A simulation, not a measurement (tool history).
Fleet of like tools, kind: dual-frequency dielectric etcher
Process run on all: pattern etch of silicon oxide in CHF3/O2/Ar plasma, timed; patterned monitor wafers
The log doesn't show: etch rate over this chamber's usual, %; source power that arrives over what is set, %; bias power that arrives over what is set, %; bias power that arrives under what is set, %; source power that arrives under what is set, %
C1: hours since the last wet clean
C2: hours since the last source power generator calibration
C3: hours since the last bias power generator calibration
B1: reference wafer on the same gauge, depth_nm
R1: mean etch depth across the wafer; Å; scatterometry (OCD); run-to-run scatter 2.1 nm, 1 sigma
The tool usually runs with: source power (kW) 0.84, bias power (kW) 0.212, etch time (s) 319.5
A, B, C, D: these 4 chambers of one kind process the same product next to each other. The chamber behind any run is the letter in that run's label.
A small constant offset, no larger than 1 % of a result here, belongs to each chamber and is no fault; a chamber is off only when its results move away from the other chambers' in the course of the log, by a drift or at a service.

Run 1C, day 0.425: usual settings; C1 84.8; C2 919.2; C3 430.9; B1 869.9. Result: R1 7654.7 Å.
Run 2A, day 0.721: usual settings; C1 313.1; C2 2457.9; C3 1582; B1 869.85. Result: R1 7584.5 Å.
Run 3B, day 1.158: usual settings; C1 31.4; C2 1329.6; C3 2496.6; B1 869.73. Result: R1 7584.5 Å.
Run 4D, day 1.633: usual settings; C1 83; C2 2375.4; C3 2044.7; B1 870.09. Result: R1 7592.4 Å.
Run 5D, day 1.929: usual settings; C1 90.1; C2 2382.5; C3 2051.8; B1 870. Result: R1 7570.3 Å.
At day 2.321: chamber D: source power generator calibrated.
Run 6C, day 2.379: usual settings; C1 131.7; C2 966.1; C3 477.8; B1 870.18. Result: R1 7704.4 Å.
Run 7B, day 2.596: usual settings; C1 65.9; C2 1364.1; C3 2531.1; B1 870.11. Result: R1 7624.5 Å.
Run 8A, day 3.05: usual settings but bias power (kW) 0.186; C1 369; C2 2513.8; C3 1637.9; B1 870.18. Result: R1 7333.7 Å.
Run 9A, day 3.325: usual settings but bias power (kW) 0.186; C1 375.6; C2 2520.4; C3 1644.5; B1 869.93. Result: R1 7246.3 Å.
At day 3.496: chamber A: wet clean of the chamber.
Run 10C, day 3.792: usual settings but bias power (kW) 0.186; C1 165.6; C2 1000; C3 511.7; B1 870.03. Result: R1 7311.6 Å.
Run 11D, day 4.217: usual settings but bias power (kW) 0.186; C1 145; C2 45.6; C3 2106.7; B1 869.45. Result: R1 7204.8 Å.
Run 12B, day 4.638: usual settings; C1 114.9; C2 1413.1; C3 2580.1; B1 869.41. Result: R1 7630.9 Å.
Run 13D, day 5.05: usual settings; C1 165; C2 65.6; C3 2126.7; B1 870.09. Result: R1 7590.1 Å.
Run 14B, day 5.333: usual settings; C1 131.6; C2 1429.8; C3 2596.8; B1 869.7. Result: R1 7582.4 Å.
Run 15C, day 5.617: usual settings but source power (kW) 0.74, bias power (kW) 0.241; C1 209.4; C2 1043.8; C3 555.5; B1 870.04. Result: R1 7614.8 Å.
Run 16A, day 6.012: usual settings but source power (kW) 0.74, bias power (kW) 0.241; C1 60.4; C2 2584.9; C3 1709; B1 870.25. Result: R1 7595.8 Å.
Run 17D, day 6.312: usual settings but source power (kW) 0.74, bias power (kW) 0.241; C1 195.3; C2 95.9; C3 2157; B1 870.04. Result: R1 7514.5 Å.
Run 18B, day 6.562: usual settings but source power (kW) 0.74, bias power (kW) 0.241; C1 161.1; C2 1459.3; C3 2626.3; B1 870.36. Result: R1 7569.8 Å.
Run 19A, day 6.929: usual settings; C1 82.4; C2 2606.9; C3 1731; B1 869.61. Result: R1 7625.7 Å.
Run 20C, day 7.275: usual settings; C1 249.2; C2 1083.6; C3 595.3; B1 869.56. Result: R1 7631.9 Å.
Run 21B, day 7.538: usual settings; C1 184.5; C2 1482.7; C3 2649.7; B1 869.99. Result: R1 7566.3 Å.
Run 22D, day 7.879: usual settings; C1 232.9; C2 133.5; C3 2194.6; B1 869.85. Result: R1 7571.3 Å.
Run 23A, day 8.183: usual settings; C1 112.5; C2 2637; C3 1761.1; B1 870.14. Result: R1 7592.6 Å.
Run 24C, day 8.396: usual settings; C1 276.1; C2 1110.5; C3 622.2; B1 870.09. Result: R1 7631.3 Å.
Run 25B, day 8.742: usual settings; C1 213.4; C2 1511.6; C3 2678.6; B1 870.07. Result: R1 7590.9 Å.
Run 26A, day 9.071: usual settings; C1 133.8; C2 2658.3; C3 1782.4; B1 870.76. Result: R1 7621.6 Å.
Run 27C, day 9.454: usual settings; C1 301.5; C2 1135.9; C3 647.6; B1 869.68. Result: R1 7641.2 Å.
Run 28D, day 9.738: usual settings; C1 277.5; C2 178.1; C3 2239.2; B1 870.48. Result: R1 7591.8 Å.
Run 29C, day 10.2: usual settings; C1 319.4; C2 1153.8; C3 665.5; B1 870.07. Result: R1 7626.7 Å.
Run 30A, day 10.575: usual settings; C1 169.9; C2 2694.4; C3 1818.5; B1 869.71. Result: R1 7646.6 Å.
Run 31D, day 10.888: usual settings; C1 305.1; C2 205.7; C3 2266.8; B1 870.13. Result: R1 7607.4 Å.
Run 32B, day 11.104: usual settings but bias power (kW) 0.247; C1 270.1; C2 1568.3; C3 2735.3; B1 869.91. Result: R1 7967.2 Å.
Run 33A, day 11.329: usual settings but bias power (kW) 0.247; C1 188; C2 2712.5; C3 1836.6; B1 870.12. Result: R1 8031.6 Å.
Run 34C, day 11.654: usual settings but bias power (kW) 0.247; C1 354.3; C2 1188.7; C3 700.4; B1 870.67. Result: R1 8055.1 Å.
Run 35B, day 11.942: usual settings but bias power (kW) 0.247; C1 290.2; C2 1588.4; C3 2755.4; B1 869.81. Result: R1 7968.1 Å.
Run 36D, day 12.396: usual settings; C1 341.3; C2 241.9; C3 2303; B1 869.3. Result: R1 7575.8 Å.

Does one chamber stand apart from the rest, does the shared gauge drift, or is all well apart from small per-chamber offsets? Give the chamber and the most likely cause, where there is one.

All chambers stay in line apart from their small fixed offsets, and the gauge does not drift.
